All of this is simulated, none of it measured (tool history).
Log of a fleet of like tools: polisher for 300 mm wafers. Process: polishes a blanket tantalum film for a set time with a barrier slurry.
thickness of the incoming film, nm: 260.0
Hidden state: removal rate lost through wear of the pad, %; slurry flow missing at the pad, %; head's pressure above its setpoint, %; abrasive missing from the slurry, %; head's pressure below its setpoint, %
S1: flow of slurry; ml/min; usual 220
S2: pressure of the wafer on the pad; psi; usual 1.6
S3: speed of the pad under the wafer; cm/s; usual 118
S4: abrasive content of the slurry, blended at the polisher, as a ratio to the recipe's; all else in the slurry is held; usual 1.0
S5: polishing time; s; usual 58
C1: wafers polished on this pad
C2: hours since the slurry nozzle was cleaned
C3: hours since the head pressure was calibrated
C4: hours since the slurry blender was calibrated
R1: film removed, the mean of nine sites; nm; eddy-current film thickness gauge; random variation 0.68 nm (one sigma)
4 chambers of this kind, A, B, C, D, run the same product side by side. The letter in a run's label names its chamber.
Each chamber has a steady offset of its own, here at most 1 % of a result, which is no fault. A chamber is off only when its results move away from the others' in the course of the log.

run	hour	S1	S2	S3	S4	S5	C1	C2	C3	C4	R1
1D	3.0	220	1.6	118	1.0	58	203	134.2	42.2	405.9	75.783
2B	8.0	220	1.6	118	1.0	58	875	186.4	880.4	131.6	74.768
3A	11.4	220	1.6	118	1.0	58	401	206.6	337.8	45.1	74.528
# hour 14.5: chamber D: slurry blender recalibrated
4C	15.8	220	1.6	118	1.0	58	657	328.1	86.4	39.7	75.717
5B	19.7	220	1.6	118	1.0	58	978	198.1	892.1	143.3	75.353
# hour 20.4: chamber B: worn pad replaced by a new one
6A	22.5	220	1.6	118	1.0	58	499	217.7	348.9	56.2	75.365
# hour 24.0: chamber C: worn pad replaced by a new one
7C	25.1	220	1.6	118	1.0	58	9	337.4	95.7	49.0	74.906
8D	29.3	220	1.6	118	1.0	58	435	160.5	68.5	14.8	74.911
9C	34.6	220	1.6	118	1.0	58	93	346.9	105.2	58.5	75.003
# hour 35.9: chamber B: slurry nozzle cleaned
10D	37.9	220	1.6	118	1.0	58	510	169.1	77.1	23.4	76.253
11B	43.0	220	1.6	118	1.0	58	199	7.1	915.4	166.6	72.936
12A	46.2	220	1.6	118	1.0	58	708	241.4	372.6	79.9	74.663
13D	51.0	220	1.6	118	1.0	58	626	182.2	90.2	36.5	76.604
14A	55.9	220	1.6	118	1.0	58	793	251.1	382.3	89.6	74.656
15B	59.0	220	1.6	118	1.0	58	340	23.1	931.4	182.6	73.259
16C	64.2	220	1.6	118	1.0	58	354	376.5	134.8	88.1	75.584
17D	67.1	220	1.6	118	1.0	58	768	198.3	106.3	52.6	74.082
# hour 68.9: chamber D: worn pad replaced by a new one
18B	70.0	220	1.6	118	1.0	58	437	34.1	942.4	193.6	72.074
# hour 70.2: chamber A: worn pad replaced by a new one
19C	73.7	220	1.6	118	1.0	58	437	386.0	144.3	97.6	76.417
20A	77.2	220	1.6	118	1.0	58	62	272.4	403.6	110.9	75.540
21D	81.4	220	1.6	118	1.0	58	110	212.6	120.6	66.9	73.953
# hour 83.0: chamber C: slurry nozzle cleaned
22A	84.0	220	1.6	118	1.0	58	121	279.2	410.4	117.7	74.920
23C	87.2	220	1.6	118	1.0	58	556	4.3	157.8	111.1	75.486
24B	90.1	220	1.6	118	1.0	58	614	54.2	962.5	213.7	70.249
25C	93.3	220	1.6	118	1.0	58	610	10.4	163.9	117.2	75.959
26A	97.3	220	1.6	118	1.0	58	239	292.5	423.7	131.0	74.619
27D	99.7	220	1.6	118	1.0	58	271	230.9	138.9	85.2	74.121
28B	104.9	220	1.6	118	1.0	58	744	69.0	977.3	228.5	69.985
# hour 105.6: chamber C: worn pad replaced by a new one
29D	107.5	220	1.6	118	1.0	58	340	238.7	146.7	93.0	75.338
30C	110.5	220	1.6	118	1.0	58	43	27.6	181.1	134.4	76.372
31B	114.4	220	1.6	118	1.0	69	828	78.5	986.8	238.0	81.251
32A	118.2	220	1.6	118	1.0	69	423	313.4	444.6	151.9	90.378
33C	122.1	220	1.6	118	1.0	69	145	39.2	192.7	146.0	90.965
34B	126.2	220	1.6	118	1.0	69	932	90.3	998.6	249.8	80.376
# hour 127.4: chamber B: worn pad replaced by a new one
35D	128.9	220	1.6	118	1.0	58	528	260.1	168.1	114.4	75.522
36A	133.1	220	1.6	118	1.0	58	554	328.3	459.5	166.8	74.267
# hour 133.6: chamber C: slurry blender recalibrated
37B	136.6	220	1.6	118	1.0	58	81	100.7	1009.0	260.2	67.456
38C	142.1	220	1.6	118	0.7	44	321	59.2	212.7	8.5	51.285
39A	147.3	220	1.6	118	0.7	44	679	342.5	473.7	181.0	50.828
40D	150.9	220	1.6	118	0.7	44	722	282.1	190.1	136.4	50.900

What goes on in this fleet: one chamber off, a drifting gauge, or nothing beyond the chambers' own small offsets? Name the chamber and the cause, if any.

Chamber B drifts away from the others.
Cause: abrasive missing from the slurry, % = 32.7.
The log may not tell that from: head's pressure below its setpoint, %.

Here are 4 candidates for chamber B's next run, each the usual settings with a change, their results left as question marks. Which one brings its results back in line with what the others give on the usual settings?
In line means no further than this from the other chambers' mean on the usual settings: R1 2.400 nm
41B-1	154.9	220	1.8	134	1.00	58					?
41B-2	154.9	215	1.4	118	1.00	52					?
41B-3	154.9	220	1.6	118	1.05	65					?
41B-4	154.9	220	1.5	110	1.00	58					?

The other chambers' mean on the usual settings: R1 75.383 nm
run	R1
41B-1	83.777
41B-2	51.217
41B-3	74.759
41B-4	57.212
41B-3 brings the chamber back in line.

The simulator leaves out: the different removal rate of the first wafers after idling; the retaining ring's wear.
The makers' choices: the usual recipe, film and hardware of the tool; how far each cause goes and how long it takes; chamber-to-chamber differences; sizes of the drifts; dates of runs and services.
